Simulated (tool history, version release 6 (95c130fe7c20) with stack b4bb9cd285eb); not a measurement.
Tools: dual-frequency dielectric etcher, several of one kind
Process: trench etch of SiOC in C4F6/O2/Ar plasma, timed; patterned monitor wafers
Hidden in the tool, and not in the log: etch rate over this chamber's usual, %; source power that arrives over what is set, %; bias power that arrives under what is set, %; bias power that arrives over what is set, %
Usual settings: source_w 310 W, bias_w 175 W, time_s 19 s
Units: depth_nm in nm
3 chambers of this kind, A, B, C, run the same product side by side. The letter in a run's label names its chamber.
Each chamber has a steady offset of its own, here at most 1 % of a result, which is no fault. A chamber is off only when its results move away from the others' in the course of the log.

run    day  source_w  bias_w  time_s  hours since the last wet clean  hours since the last source power generator calibration  hours since the last bias power generator calibration  read-back reference wafer on the same gauge, depth_nm  depth_nm
 1C  0.262       310     175      19                            38.8                                                    779.3                                                 3583.6                                                  32.23    35.426
 2B  0.408       310     175      19                           240.6                                                   1961.9                                                  840.5                                                 32.172    35.148
 3A  0.671       310     175      19                           487.8                                                   1229.5                                                 1865.6                                                 32.207    35.796
 4C  0.871       310     175      19                            53.4                                                    793.9                                                 3598.2                                                 32.209    35.513
 5B  1.054       310     175      19                           256.1                                                   1977.4                                                    856                                                 32.186    35.254
 6A  1.296       310     175      19                           502.8                                                   1244.5                                                 1880.6                                                 32.213    35.697
 7B  1.546       310     175      19                           267.9                                                   1989.2                                                  867.8                                                 32.214    35.286
 8C  1.821       310     175      19                            76.2                                                    816.7                                                   3621                                                 32.175     35.34
 9A    2.1       310     175      19                           522.1                                                   1263.8                                                 1899.9                                                 32.149    35.562
10C  2.321       310     175      19                            88.2                                                    828.7                                                   3633                                                 32.187    35.278
11B  2.446       310     175      21                           289.5                                                   2010.8                                                  889.4                                                  32.21    39.043
12A  2.625       310     175      21                           534.7                                                   1276.4                                                 1912.5                                                 32.194     39.43
13A  2.754       310     175      21                           537.8                                                   1279.5                                                 1915.6                                                 32.209    39.658
14C  2.925       310     175      19                           102.7                                                    843.2                                                 3647.5                                                 32.167    35.482
15B  3.071       310     175      19                           304.5                                                   2025.8                                                  904.4                                                 32.177    35.234
16A  3.196       310     175      19                           548.4                                                   1290.1                                                 1926.2                                                 32.216    35.815
17B  3.417       310     175      19                           312.8                                                   2034.1                                                  912.7                                                 32.234    35.261
18C  3.546       310     175      19                           117.6                                                    858.1                                                 3662.4                                                 32.219    35.519
19A  3.675       310     175      19                           559.9                                                   1301.6                                                 1937.7                                                 32.221    35.743
20C  3.867       310     175      19                           125.3                                                    865.8                                                 3670.1                                                 32.238      35.5
21B  4.096       310     175      19                           329.1                                                   2050.4                                                    929                                                 32.218    35.075
     4.121  -- chamber A: wet clean of the chamber
22B  4.342       310     175      19                             335                                                   2056.3                                                  934.9                                                 32.157    35.053
23A  4.596       310     175      19                            11.5                                                   1323.7                                                 1959.8                                                 32.214    37.211
24C  4.775       310     175      19                           147.1                                                    887.6                                                 3691.9                                                 32.177    35.394
25B  4.975       310     149    21.5                           350.2                                                   2071.5                                                  950.1                                                  32.21    37.953
26C  5.233       310     149    21.5                           158.1                                                    898.6                                                 3702.9                                                 32.177     37.86
27A  5.367       310     149    21.5                              30                                                   1342.2                                                 1978.3                                                 32.201    40.172
28A  5.517       310     175      19                            33.6                                                   1345.8                                                 1981.9                                                 32.213    37.286
29C  5.729       310     175      19                             170                                                    910.5                                                 3714.8                                                 32.195    35.409
30B  5.988       310     175      19                           374.5                                                   2095.8                                                  974.4                                                 32.159    35.452
31B  6.254       310     175      19                           380.9                                                   2102.2                                                  980.8                                                  32.21    35.211
32C    6.4       310     175      19                           186.1                                                    926.6                                                 3730.9                                                 32.183    35.419
33A  6.667       310     175      19                            61.2                                                   1373.4                                                 2009.5                                                 32.195    37.202
34C  6.938       310     175      19                             199                                                    939.5                                                 3743.8                                                 32.217    35.317
35A  7.175       310     175    23.5                            73.4                                                   1385.6                                                 2021.7                                                 32.223    46.235

All 3 chambers run these settings next. Forecast each chamber's results:
36A  7.379       310     135      19                                                                                                                                                                                                                ?
36B  7.379       310     135      19                                                                                                                                                                                                                ?
36C  7.379       310     135      19                                                                                                                                                                                                                ?

run  depth_nm
36A    34.628
36B    32.512
36C    32.781
